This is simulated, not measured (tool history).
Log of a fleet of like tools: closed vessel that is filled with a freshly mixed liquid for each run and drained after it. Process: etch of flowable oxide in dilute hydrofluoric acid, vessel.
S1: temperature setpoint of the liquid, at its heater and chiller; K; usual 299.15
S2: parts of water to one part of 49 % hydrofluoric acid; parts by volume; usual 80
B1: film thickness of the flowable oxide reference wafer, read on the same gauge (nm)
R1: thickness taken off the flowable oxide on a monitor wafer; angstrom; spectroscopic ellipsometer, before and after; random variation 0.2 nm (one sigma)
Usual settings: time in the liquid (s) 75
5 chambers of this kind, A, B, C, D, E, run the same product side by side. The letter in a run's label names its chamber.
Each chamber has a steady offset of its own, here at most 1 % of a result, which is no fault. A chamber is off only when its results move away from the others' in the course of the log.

{"run": "1B", "hour": 8.8, "S1": 299.15, "S2": 80, "time in the liquid (s)": 75, "B1": 119.99, "R1": 241.54}
{"hour": 10.4, "done": "chamber C: hydrofluoric acid flow meter replaced"}
{"run": "2D", "hour": 13.5, "S1": 299.15, "S2": 80, "time in the liquid (s)": 75, "B1": 119.97, "R1": 242.83}
{"run": "3A", "hour": 21.9, "S1": 299.15, "S2": 80, "time in the liquid (s)": 75, "B1": 119.99, "R1": 243.36}
{"run": "4C", "hour": 27.1, "S1": 299.15, "S2": 80, "time in the liquid (s)": 75, "B1": 120, "R1": 240.26}
{"run": "5E", "hour": 36.3, "S1": 299.15, "S2": 80, "time in the liquid (s)": 75, "B1": 120, "R1": 244.4}
{"run": "6A", "hour": 43.6, "S1": 299.15, "S2": 80, "time in the liquid (s)": 75, "B1": 120, "R1": 243.62}
{"hour": 43.8, "done": "chamber B: hydrofluoric acid flow meter replaced"}
{"run": "7E", "hour": 52.0, "S1": 299.15, "S2": 80, "time in the liquid (s)": 75, "B1": 119.98, "R1": 242.92}
{"run": "8B", "hour": 57.0, "S1": 299.15, "S2": 80, "time in the liquid (s)": 75, "B1": 120.01, "R1": 239.59}
{"run": "9D", "hour": 62.6, "S1": 299.15, "S2": 80, "time in the liquid (s)": 75, "B1": 120, "R1": 241.64}
{"hour": 63.2, "done": "chamber D: thermometer replaced"}
{"run": "10C", "hour": 71.3, "S1": 299.15, "S2": 80, "time in the liquid (s)": 75, "B1": 119.99, "R1": 241.31}
{"run": "11E", "hour": 77.9, "S1": 296.65, "S2": 80, "time in the liquid (s)": 75, "B1": 120, "R1": 220.94}
{"run": "12A", "hour": 87.9, "S1": 296.65, "S2": 80, "time in the liquid (s)": 75, "B1": 120.03, "R1": 218.25}
{"run": "13D", "hour": 93.1, "S1": 296.65, "S2": 80, "time in the liquid (s)": 75, "B1": 119.99, "R1": 220.06}
{"run": "14C", "hour": 102.7, "S1": 296.65, "S2": 80, "time in the liquid (s)": 75, "B1": 120, "R1": 219.86}
{"run": "15B", "hour": 107.4, "S1": 296.65, "S2": 80, "time in the liquid (s)": 75, "B1": 120.01, "R1": 215.49}
{"run": "16B", "hour": 114.5, "S1": 299.15, "S2": 80, "time in the liquid (s)": 75, "B1": 120, "R1": 240.99}
{"run": "17D", "hour": 119.6, "S1": 299.15, "S2": 80, "time in the liquid (s)": 75, "B1": 120.02, "R1": 243.1}
{"run": "18E", "hour": 130.2, "S1": 299.15, "S2": 80, "time in the liquid (s)": 75, "B1": 119.99, "R1": 241.29}
{"run": "19C", "hour": 136.8, "S1": 299.15, "S2": 80, "time in the liquid (s)": 75, "B1": 120, "R1": 242.96}
{"hour": 140.2, "done": "chamber A: thermometer replaced"}
{"run": "20A", "hour": 147.1, "S1": 299.15, "S2": 80, "time in the liquid (s)": 75, "B1": 119.98, "R1": 245.78}
{"run": "21C", "hour": 153.3, "S1": 299.15, "S2": 80, "time in the liquid (s)": 75, "B1": 119.98, "R1": 243}
{"run": "22A", "hour": 162.6, "S1": 299.15, "S2": 80, "time in the liquid (s)": 75, "B1": 119.98, "R1": 248.7}
{"run": "23B", "hour": 167.4, "S1": 299.15, "S2": 80, "time in the liquid (s)": 75, "B1": 119.99, "R1": 235.76}
{"run": "24E", "hour": 174.4, "S1": 299.15, "S2": 80, "time in the liquid (s)": 75, "B1": 120.02, "R1": 243.13}
{"hour": 177.9, "done": "chamber E: thermometer replaced"}
{"run": "25D", "hour": 181.6, "S1": 299.15, "S2": 80, "time in the liquid (s)": 75, "B1": 120, "R1": 238.65}
{"run": "26E", "hour": 188.5, "S1": 299.15, "S2": 80, "time in the liquid (s)": 75, "B1": 120, "R1": 241.74}
{"run": "27D", "hour": 198.1, "S1": 299.15, "S2": 110, "time in the liquid (s)": 45, "B1": 120, "R1": 101.89}
{"run": "28A", "hour": 203.3, "S1": 299.15, "S2": 110, "time in the liquid (s)": 45, "B1": 119.99, "R1": 106.15}
{"run": "29B", "hour": 212.3, "S1": 299.15, "S2": 110, "time in the liquid (s)": 45, "B1": 119.99, "R1": 100.88}
{"run": "30C", "hour": 221.9, "S1": 299.15, "S2": 110, "time in the liquid (s)": 45, "B1": 120.01, "R1": 102.74}
{"run": "31D", "hour": 230.1, "S1": 299.15, "S2": 110, "time in the liquid (s)": 45, "B1": 119.99, "R1": 101.72}
{"run": "32B", "hour": 237.4, "S1": 299.15, "S2": 80, "time in the liquid (s)": 75, "B1": 120.01, "R1": 239.72}
{"run": "33E", "hour": 246.9, "S1": 299.15, "S2": 80, "time in the liquid (s)": 75, "B1": 119.99, "R1": 242.55}
{"run": "34C", "hour": 254.6, "S1": 299.15, "S2": 80, "time in the liquid (s)": 75, "B1": 120.01, "R1": 243.7}
{"run": "35A", "hour": 262.2, "S1": 299.15, "S2": 55, "time in the liquid (s)": 75, "B1": 120.02, "R1": 394.78}
{"run": "36C", "hour": 272.0, "S1": 299.15, "S2": 55, "time in the liquid (s)": 75, "B1": 119.99, "R1": 365.68}
{"run": "37D", "hour": 280.4, "S1": 299.15, "S2": 55, "time in the liquid (s)": 75, "B1": 120, "R1": 367.24}

Is one chamber off against the others, does the gauge drift, or is nothing wrong? If a chamber is off, say which, and what the likeliest cause is.

Chamber A drifts away from the others.
Cause: hydrofluoric acid flow above the setpoint (%) = 7.86.

Here are 4 candidates for chamber A's next run, each the usual settings with a change, their results left as question marks. Which one brings its results back in line with what the others give on the usual settings?
In line means no further than this from the other chambers' mean on the usual settings: R1 7.1 angstrom
{"run": "38A-1", "hour": 288.0, "S1": 298.65, "S2": 90, "time in the liquid (s)": 75, "R1": "?"}
{"run": "38A-2", "hour": 288.0, "S1": 301.65, "S2": 80, "time in the liquid (s)": 75, "R1": "?"}
{"run": "38A-3", "hour": 288.0, "S1": 299.65, "S2": 75, "time in the liquid (s)": 80, "R1": "?"}
{"run": "38A-4", "hour": 288.0, "S1": 296.65, "S2": 80, "time in the liquid (s)": 75, "R1": "?"}

The other chambers' mean on the usual settings: R1 241.24 angstrom
run=38A-1 R1=226.82
run=38A-2 R1=290.43
run=38A-3 R1=307.94
run=38A-4 R1=238.79
38A-4 brings the chamber back in line.
